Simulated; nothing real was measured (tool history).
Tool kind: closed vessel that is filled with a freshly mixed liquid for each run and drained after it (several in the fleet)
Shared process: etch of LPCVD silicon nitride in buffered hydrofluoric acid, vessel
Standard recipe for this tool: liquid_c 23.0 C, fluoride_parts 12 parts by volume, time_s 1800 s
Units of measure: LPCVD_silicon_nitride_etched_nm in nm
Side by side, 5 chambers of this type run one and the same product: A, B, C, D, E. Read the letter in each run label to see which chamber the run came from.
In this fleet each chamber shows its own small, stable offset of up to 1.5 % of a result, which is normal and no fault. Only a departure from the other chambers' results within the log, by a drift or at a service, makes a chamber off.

run,day,liquid_c,fluoride_parts,time_s,"read-back film thickness of the LPCVD silicon nitride reference wafer, read on the same gauge (nm)",LPCVD_silicon_nitride_etched_nm
1E,0.246,23.0,12,1800,89.983,20.192
2A,0.458,23.0,12,1800,90.018,19.647
3D,0.592,23.0,12,1800,90.014,20.462
4C,0.704,23.0,12,1800,90.006,20.195
5B,0.821,23.0,12,1800,89.951,19.933
6E,0.996,20.5,12,2175,89.996,21.230
7A,1.179,20.5,12,2175,90.006,20.399
8C,1.408,20.5,12,2175,90.012,21.284
9D,1.612,20.5,12,2175,90.007,21.123
10B,1.762,20.5,12,2175,89.994,21.198
11E,2.000,23.0,12,1800,89.992,19.922
12A,2.183,23.0,12,1800,90.005,19.692
# day 2.221: chamber A: thermometer replaced
13B,2.346,23.0,12,1800,90.005,20.325
14C,2.546,23.0,12,1800,90.015,20.298
15D,2.688,23.0,12,1800,90.023,20.068
16D,2.925,23.0,12,1800,89.975,19.820
17A,3.142,23.0,12,1800,90.024,20.166
18C,3.346,23.0,12,1800,90.031,19.903
19B,3.525,23.0,12,1170,89.985,13.023
20E,3.642,23.0,12,1170,90.010,12.739
21C,3.892,23.0,12,1170,89.973,13.073
22A,4.125,23.0,12,1170,90.020,12.941
23E,4.254,23.0,12,1170,90.006,12.698
24D,4.438,23.0,12,1800,90.015,20.172
25B,4.596,23.0,12,1800,90.009,19.927
26B,4.712,23.0,8,1800,90.027,29.165
27D,4.838,23.0,8,1800,89.994,29.376
28A,5.067,23.0,8,1800,89.980,28.362
29E,5.254,23.0,8,1800,90.009,28.139
30C,5.442,23.0,8,1800,89.978,28.478
31C,5.554,23.0,12,1800,89.979,19.914
32E,5.675,23.0,12,1800,90.008,19.029
33B,5.858,20.0,12,1800,89.973,16.868
34A,6.033,20.0,12,1800,90.005,16.912
35D,6.196,20.0,12,1800,89.972,17.218
36C,6.392,20.0,12,1800,89.992,16.986
37B,6.617,20.0,12,1800,90.028,16.915
38D,6.808,23.0,12,1800,90.014,19.862
39A,7.033,23.0,12,1800,90.041,19.777
40E,7.225,23.0,12,1800,90.001,18.489
41C,7.425,23.0,12,1800,90.001,20.185
42B,7.654,23.0,12,1800,89.953,20.256

One chamber off, gauge drift, or nothing amiss beyond the chambers' own small offsets? If it is a chamber, which one, and what is the likeliest cause?

One chamber, E, drifts off from the rest bit by bit.
Likeliest cause: liquid colder than its thermometer reads (K) = 1.43.
The log may not tell that from: hydrofluoric acid flow below the setpoint (%).

Below are 4 candidate recipes for chamber E's next run, each the usual settings with a change, their results shown as question marks. Which of them brings E's results back in line with what the other chambers give on the usual settings?
Allowed miss from the other chambers' usual-settings mean, per result, to count as in line: LPCVD_silicon_nitride_etched_nm 0.540 nm
43E-1,7.833,23.0,12.5,1715,,?
43E-2,7.833,23.0,11.5,1885,,?
43E-3,7.833,23.0,12.0,1755,,?
43E-4,7.833,23.0,12.0,1845,,?

On the usual settings, the other chambers give on average: LPCVD_silicon_nitride_etched_nm 20.072 nm
run,LPCVD_silicon_nitride_etched_nm
43E-1,16.849
43E-2,20.119
43E-3,17.956
43E-4,18.877
The answer is 43E-2, which returns the chamber to within the allowed miss of the others.
